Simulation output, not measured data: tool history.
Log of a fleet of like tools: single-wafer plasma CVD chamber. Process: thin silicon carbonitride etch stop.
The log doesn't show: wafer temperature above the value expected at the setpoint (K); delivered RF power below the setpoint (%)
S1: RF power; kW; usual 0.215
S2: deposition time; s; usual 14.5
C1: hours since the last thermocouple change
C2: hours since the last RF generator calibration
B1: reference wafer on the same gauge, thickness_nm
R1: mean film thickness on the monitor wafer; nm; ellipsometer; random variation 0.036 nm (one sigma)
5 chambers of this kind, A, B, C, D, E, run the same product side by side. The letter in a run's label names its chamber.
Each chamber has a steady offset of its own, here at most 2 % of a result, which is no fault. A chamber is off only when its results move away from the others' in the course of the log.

| run | hour | S1 | S2 | C1 | C2 | B1 | R1 |
|---|---|---|---|---|---|---|---|
| 1E | 10.8 | 0.215 | 14.5 | 2626.1 | 948.1 | 7.4238 | 8.4364 |
| 2A | 18.4 | 0.215 | 14.5 | 777.6 | 698.9 | 7.4203 | 8.2905 |
| 3B | 27.9 | 0.215 | 14.5 | 372 | 43.8 | 7.4122 | 8.5077 |
| 4C | 37.4 | 0.215 | 14.5 | 1837.2 | 126.7 | 7.4242 | 8.6102 |
| 5D | 43.8 | 0.215 | 14.5 | 94.7 | 488.8 | 7.4218 | 8.4018 |
| 6D | 54.9 | 0.215 | 14.5 | 105.8 | 499.9 | 7.4178 | 8.3405 |
| 7A | 61.1 | 0.215 | 14.5 | 820.3 | 741.6 | 7.4211 | 8.3719 |
| 8B | 69.5 | 0.215 | 14.5 | 413.6 | 85.4 | 7.4248 | 8.3439 |
| 9C | 78.1 | 0.215 | 14.5 | 1877.9 | 167.4 | 7.4222 | 8.5812 |
| 10E | 83.2 | 0.215 | 14.5 | 2698.5 | 1020.5 | 7.4186 | 8.5364 |
| 11D | 90.2 | 0.215 | 14.5 | 141.1 | 535.2 | 7.4171 | 8.4443 |
| 12E | 96.7 | 0.215 | 15.5 | 2712 | 1034 | 7.4218 | 9.14 |
| 13C | 101.8 | 0.215 | 15.5 | 1901.6 | 191.1 | 7.4155 | 9.1938 |
| 14A | 111.5 | 0.215 | 15.5 | 870.7 | 792 | 7.4189 | 8.8503 |
|  | 113.6 | chamber E: thermocouple changed; heater temperature recalibrated |
| 15B | 117.3 | 0.215 | 15.5 | 461.4 | 133.2 | 7.4132 | 9.0886 |
| 16B | 122.5 | 0.215 | 15.5 | 466.6 | 138.4 | 7.4203 | 9.0676 |
| 17C | 131.4 | 0.215 | 14.5 | 1931.2 | 220.7 | 7.4201 | 8.624 |
| 18A | 139.7 | 0.215 | 14.5 | 898.9 | 820.2 | 7.415 | 8.3153 |
| 19D | 148.4 | 0.215 | 14.5 | 199.3 | 593.4 | 7.4219 | 8.4175 |
| 20E | 155.6 | 0.235 | 12.3 | 42 | 1092.9 | 7.4234 | 7.3977 |
| 21C | 165.5 | 0.235 | 12.3 | 1965.3 | 254.8 | 7.4207 | 7.4559 |
| 22E | 175.2 | 0.235 | 12.3 | 61.6 | 1112.5 | 7.4182 | 7.4351 |
| 23B | 183.7 | 0.235 | 12.3 | 527.8 | 199.6 | 7.4292 | 7.346 |
| 24A | 194.4 | 0.235 | 12.3 | 953.6 | 874.9 | 7.4232 | 7.2662 |
| 25D | 200.7 | 0.215 | 14.5 | 251.6 | 645.7 | 7.4284 | 8.3491 |
| 26C | 210.9 | 0.215 | 14.5 | 2010.7 | 300.2 | 7.4121 | 8.5669 |
| 27E | 217.1 | 0.255 | 16.3 | 103.5 | 1154.4 | 7.4117 | 10.105 |
| 28B | 224.7 | 0.255 | 16.3 | 568.8 | 240.6 | 7.4204 | 9.9428 |
| 29A | 229.6 | 0.255 | 16.3 | 988.8 | 910.1 | 7.4062 | 9.8637 |
| 30D | 237.8 | 0.255 | 16.3 | 288.7 | 682.8 | 7.425 | 9.9861 |
| 31D | 249 | 0.255 | 16.3 | 299.9 | 694 | 7.4205 | 9.9456 |
| 32E | 258.1 | 0.215 | 14.5 | 144.5 | 1195.4 | 7.4179 | 8.4976 |
| 33A | 266.5 | 0.215 | 14.5 | 1025.7 | 947 | 7.422 | 8.3397 |
| 34C | 273.6 | 0.215 | 14.5 | 2073.4 | 362.9 | 7.4206 | 8.5869 |
| 35B | 280.9 | 0.185 | 16.7 | 625 | 296.8 | 7.4175 | 9.4055 |

Is one chamber off against the others, does the gauge drift, or is nothing wrong? If a chamber is off, say which, and what the likeliest cause is.

No chamber stands off beyond its own small offset, and the gauge holds steady.
